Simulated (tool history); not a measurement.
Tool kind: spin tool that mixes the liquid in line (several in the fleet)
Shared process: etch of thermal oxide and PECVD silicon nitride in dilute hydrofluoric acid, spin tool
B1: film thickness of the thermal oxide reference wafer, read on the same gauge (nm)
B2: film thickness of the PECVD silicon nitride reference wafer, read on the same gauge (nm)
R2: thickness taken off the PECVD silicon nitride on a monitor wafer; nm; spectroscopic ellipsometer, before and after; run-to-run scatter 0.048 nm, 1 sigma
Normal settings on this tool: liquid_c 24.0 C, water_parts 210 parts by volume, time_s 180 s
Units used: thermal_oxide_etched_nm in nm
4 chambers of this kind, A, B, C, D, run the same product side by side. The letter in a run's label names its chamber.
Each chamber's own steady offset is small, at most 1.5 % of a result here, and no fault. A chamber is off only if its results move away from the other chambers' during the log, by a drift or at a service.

Run 1D, day 0.179: usual settings; B1 110.03; B2 60.020. Result: thermal_oxide_etched_nm 3.9894 nm, R2 4.9968 nm.
Run 2C, day 0.408: usual settings; B1 109.99; B2 60.006. Result: thermal_oxide_etched_nm 3.9564 nm, R2 4.9132 nm.
Run 3B, day 0.592: usual settings; B1 110.05; B2 59.995. Result: thermal_oxide_etched_nm 4.0308 nm, R2 5.0018 nm.
Run 4A, day 0.821: usual settings; B1 110.02; B2 59.982. Result: thermal_oxide_etched_nm 3.9378 nm, R2 4.8912 nm.
Run 5D, day 1.138: usual settings but liquid_c 19.5 C, time_s 255 s; B1 110.04; B2 59.987. Result: thermal_oxide_etched_nm 4.7595 nm, R2 5.2757 nm.
Run 6C, day 1.346: usual settings but liquid_c 19.5 C, time_s 255 s; B1 109.99; B2 59.984. Result: thermal_oxide_etched_nm 4.7303 nm, R2 5.3020 nm.
Run 7B, day 1.679: usual settings but liquid_c 19.5 C, time_s 255 s; B1 109.99; B2 60.010. Result: thermal_oxide_etched_nm 4.8135 nm, R2 5.1559 nm.
Run 8A, day 1.888: usual settings but liquid_c 19.5 C, time_s 255 s; B1 110.02; B2 59.987. Result: thermal_oxide_etched_nm 4.6739 nm, R2 5.2098 nm.
Run 9B, day 2.125: usual settings but liquid_c 27.5 C, time_s 280 s; B1 110.01; B2 59.994. Result: thermal_oxide_etched_nm 7.0829 nm, R2 9.5506 nm.
Run 10C, day 2.379: usual settings but liquid_c 27.5 C, time_s 280 s; B1 110.00; B2 59.997. Result: thermal_oxide_etched_nm 7.0343 nm, R2 9.5164 nm.
Run 11D, day 2.583: usual settings but liquid_c 27.5 C, time_s 280 s; B1 110.00; B2 59.963. Result: thermal_oxide_etched_nm 6.9667 nm, R2 9.6752 nm.
Run 12A, day 2.746: usual settings but liquid_c 27.5 C, time_s 280 s; B1 109.99; B2 60.014. Result: thermal_oxide_etched_nm 6.9095 nm, R2 9.4621 nm.
At day 2.875: chamber D: thermometer replaced.
Run 13C, day 3.071: usual settings; B1 109.96; B2 59.986. Result: thermal_oxide_etched_nm 3.9404 nm, R2 4.8760 nm.
Run 14A, day 3.379: usual settings but liquid_c 26.0 C, time_s 110 s; B1 110.02; B2 59.998. Result: thermal_oxide_etched_nm 2.6056 nm, R2 3.4594 nm.
Run 15B, day 3.654: usual settings but liquid_c 26.0 C, time_s 110 s; B1 110.04; B2 59.995. Result: thermal_oxide_etched_nm 2.6545 nm, R2 3.4670 nm.
Run 16D, day 3.979: usual settings but liquid_c 26.0 C, time_s 110 s; B1 110.01; B2 60.009. Result: thermal_oxide_etched_nm 2.5932 nm, R2 3.3975 nm.
Run 17C, day 4.138: usual settings but liquid_c 26.0 C, time_s 110 s; B1 110.02; B2 60.006. Result: thermal_oxide_etched_nm 2.5982 nm, R2 3.3609 nm.
Run 18B, day 4.325: usual settings but time_s 225 s; B1 109.96; B2 60.011. Result: thermal_oxide_etched_nm 5.0217 nm, R2 6.1986 nm.
Run 19D, day 4.554: usual settings but time_s 225 s; B1 109.98; B2 59.960. Result: thermal_oxide_etched_nm 4.9582 nm, R2 6.1573 nm.
Run 20A, day 4.871: usual settings but time_s 225 s; B1 109.99; B2 60.012. Result: thermal_oxide_etched_nm 4.9244 nm, R2 6.2192 nm.
Run 21B, day 5.096: usual settings but time_s 225 s; B1 110.04; B2 60.029. Result: thermal_oxide_etched_nm 5.0106 nm, R2 6.0746 nm.
At day 5.192: chamber C: hydrofluoric acid flow meter replaced.
Run 22D, day 5.400: usual settings; B1 110.03; B2 59.990. Result: thermal_oxide_etched_nm 3.9663 nm, R2 4.9630 nm.
Run 23A, day 5.721: usual settings; B1 109.99; B2 60.006. Result: thermal_oxide_etched_nm 3.9558 nm, R2 4.9812 nm.
Run 24C, day 5.967: usual settings; B1 110.01; B2 59.994. Result: thermal_oxide_etched_nm 3.9898 nm, R2 4.9388 nm.
Run 25B, day 6.129: usual settings; B1 110.00; B2 59.993. Result: thermal_oxide_etched_nm 4.0287 nm, R2 4.9170 nm.
Run 26D, day 6.375: usual settings; B1 110.01; B2 60.029. Result: thermal_oxide_etched_nm 3.9619 nm, R2 4.9364 nm.
Run 27A, day 6.583: usual settings; B1 110.02; B2 60.011. Result: thermal_oxide_etched_nm 3.9450 nm, R2 4.8329 nm.

Does one chamber stand apart from the rest, does the shared gauge drift, or is all well apart from small per-chamber offsets? Give the chamber and the most likely cause, where there is one.

Nothing is wrong: each chamber keeps only its own small, steady offset and the gauge holds still.

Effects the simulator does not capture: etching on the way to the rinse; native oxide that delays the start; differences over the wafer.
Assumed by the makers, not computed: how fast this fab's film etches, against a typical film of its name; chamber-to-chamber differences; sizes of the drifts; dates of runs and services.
